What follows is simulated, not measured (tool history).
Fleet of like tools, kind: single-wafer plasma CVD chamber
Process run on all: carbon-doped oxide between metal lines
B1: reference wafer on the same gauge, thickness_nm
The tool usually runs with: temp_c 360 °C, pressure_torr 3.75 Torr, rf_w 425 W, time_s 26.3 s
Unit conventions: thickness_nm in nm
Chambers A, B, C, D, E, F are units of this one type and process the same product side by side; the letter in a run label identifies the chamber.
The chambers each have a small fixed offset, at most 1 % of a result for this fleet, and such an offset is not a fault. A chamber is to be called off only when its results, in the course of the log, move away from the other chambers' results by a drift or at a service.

Run 1D, hour 8.7: usual settings; B1 111.92. Result: thickness_nm 112.85 nm.
Run 2A, hour 17.8: usual settings; B1 111.85. Result: thickness_nm 113.56 nm.
Run 3F, hour 27.9: usual settings; B1 111.95. Result: thickness_nm 112.03 nm.
Run 4C, hour 33.8: usual settings; B1 111.98. Result: thickness_nm 112.63 nm.
Run 5B, hour 41: usual settings but temp_c 365 °C, time_s 22 s; B1 112.05. Result: thickness_nm 93.913 nm.
Run 6E, hour 47.1: usual settings but temp_c 365 °C, time_s 22 s; B1 111.9. Result: thickness_nm 93.526 nm.
Run 7E, hour 57.1: usual settings but temp_c 365 °C, time_s 22 s; B1 112.05. Result: thickness_nm 93.242 nm.
Run 8B, hour 62.7: usual settings but temp_c 365 °C, time_s 22 s; B1 111.9. Result: thickness_nm 93.73 nm.
Run 9A, hour 71.5: usual settings but temp_c 365 °C, time_s 22 s; B1 111.97. Result: thickness_nm 94.64 nm.
Run 10C, hour 81.8: usual settings but temp_c 365 °C, time_s 22 s; B1 112.02. Result: thickness_nm 92.593 nm.
Run 11D, hour 92.2: usual settings; B1 111.87. Result: thickness_nm 112.59 nm.
Run 12F, hour 98: usual settings; B1 111.96. Result: thickness_nm 111.78 nm.
Run 13F, hour 105.7: usual settings but rf_w 455 W; B1 111.87. Result: thickness_nm 118.03 nm.
Run 14B, hour 111.6: usual settings but rf_w 455 W; B1 111.87. Result: thickness_nm 118.57 nm.
Run 15D, hour 120.4: usual settings but rf_w 455 W; B1 112.05. Result: thickness_nm 118.87 nm.
Run 16E, hour 130: usual settings but rf_w 455 W; B1 111.9. Result: thickness_nm 118.81 nm.
Run 17A, hour 138.3: usual settings but rf_w 455 W; B1 111.93. Result: thickness_nm 119.42 nm.
Run 18C, hour 147.9: usual settings but rf_w 455 W; B1 111.9. Result: thickness_nm 117.61 nm.
Run 19F, hour 155.4: usual settings; B1 111.95. Result: thickness_nm 111.44 nm.
Run 20D, hour 164.4: usual settings; B1 112.03. Result: thickness_nm 113.05 nm.
Run 21B, hour 174.1: usual settings but time_s 24.4 s; B1 111.99. Result: thickness_nm 104.88 nm.
Run 22C, hour 180.9: usual settings but time_s 24.4 s; B1 111.88. Result: thickness_nm 104.37 nm.
Run 23A, hour 186.8: usual settings but time_s 24.4 s; B1 112.05. Result: thickness_nm 104.91 nm.
Run 24E, hour 192.9: usual settings but time_s 24.4 s; B1 111.95. Result: thickness_nm 105 nm.
Run 25C, hour 202: usual settings but time_s 24.4 s; B1 111.98. Result: thickness_nm 104.08 nm.
Run 26E, hour 211: usual settings but time_s 24.4 s; B1 111.92. Result: thickness_nm 104.81 nm.
Run 27F, hour 216.2: usual settings; B1 112.08. Result: thickness_nm 111.84 nm.
Run 28D, hour 223.2: usual settings; B1 112.01. Result: thickness_nm 112.66 nm.
Run 29B, hour 229.6: usual settings; B1 112. Result: thickness_nm 112.66 nm.
At hour 232.4: chamber E: capacitance manometer re-zeroed and calibrated.
Run 30A, hour 235.8: usual settings; B1 112.08. Result: thickness_nm 113.88 nm.
At hour 238.8: chamber E: thermocouple changed; heater temperature recalibrated.
Run 31C, hour 242.4: usual settings; B1 112.01. Result: thickness_nm 112.21 nm.
Run 32A, hour 252.8: usual settings; B1 112.11. Result: thickness_nm 113.18 nm.
Run 33D, hour 258.9: usual settings; B1 112.02. Result: thickness_nm 113.07 nm.
At hour 263.9: chamber D: RF generator calibrated.
Run 34F, hour 267.3: usual settings; B1 112.01. Result: thickness_nm 112.57 nm.
At hour 273.2: chamber C: thermocouple changed; heater temperature recalibrated.
Run 35E, hour 277.6: usual settings; B1 111.96. Result: thickness_nm 112.75 nm.
At hour 285: chamber F: capacitance manometer re-zeroed and calibrated.
Run 36B, hour 286.2: usual settings; B1 112.01. Result: thickness_nm 112.88 nm.
Run 37C, hour 295: usual settings; B1 112.02. Result: thickness_nm 111.58 nm.
Run 38F, hour 302.5: usual settings; B1 111.99. Result: thickness_nm 112 nm.
Run 39D, hour 307.7: usual settings but pressure_torr 4.23 Torr; B1 111.93. Result: thickness_nm 114.81 nm.
Run 40A, hour 314.4: usual settings but pressure_torr 4.23 Torr; B1 112.08. Result: thickness_nm 115.69 nm.

The same settings go to every chamber for the next run, one line per chamber below. Forecast the results for each:
Run 41A, hour 321.8: usual settings but rf_w 495 W. Result: thickness_nm ?.
Run 41B, hour 321.8: usual settings but rf_w 495 W. Result: thickness_nm ?.
Run 41C, hour 321.8: usual settings but rf_w 495 W. Result: thickness_nm ?.
Run 41D, hour 321.8: usual settings but rf_w 495 W. Result: thickness_nm ?.
Run 41E, hour 321.8: usual settings but rf_w 495 W. Result: thickness_nm ?.
Run 41F, hour 321.8: usual settings but rf_w 495 W. Result: thickness_nm ?.

run  thickness_nm
41A        126.38
41B        125.04
41C        124.92
41D        124.51
41E        125.83
41F         123.7
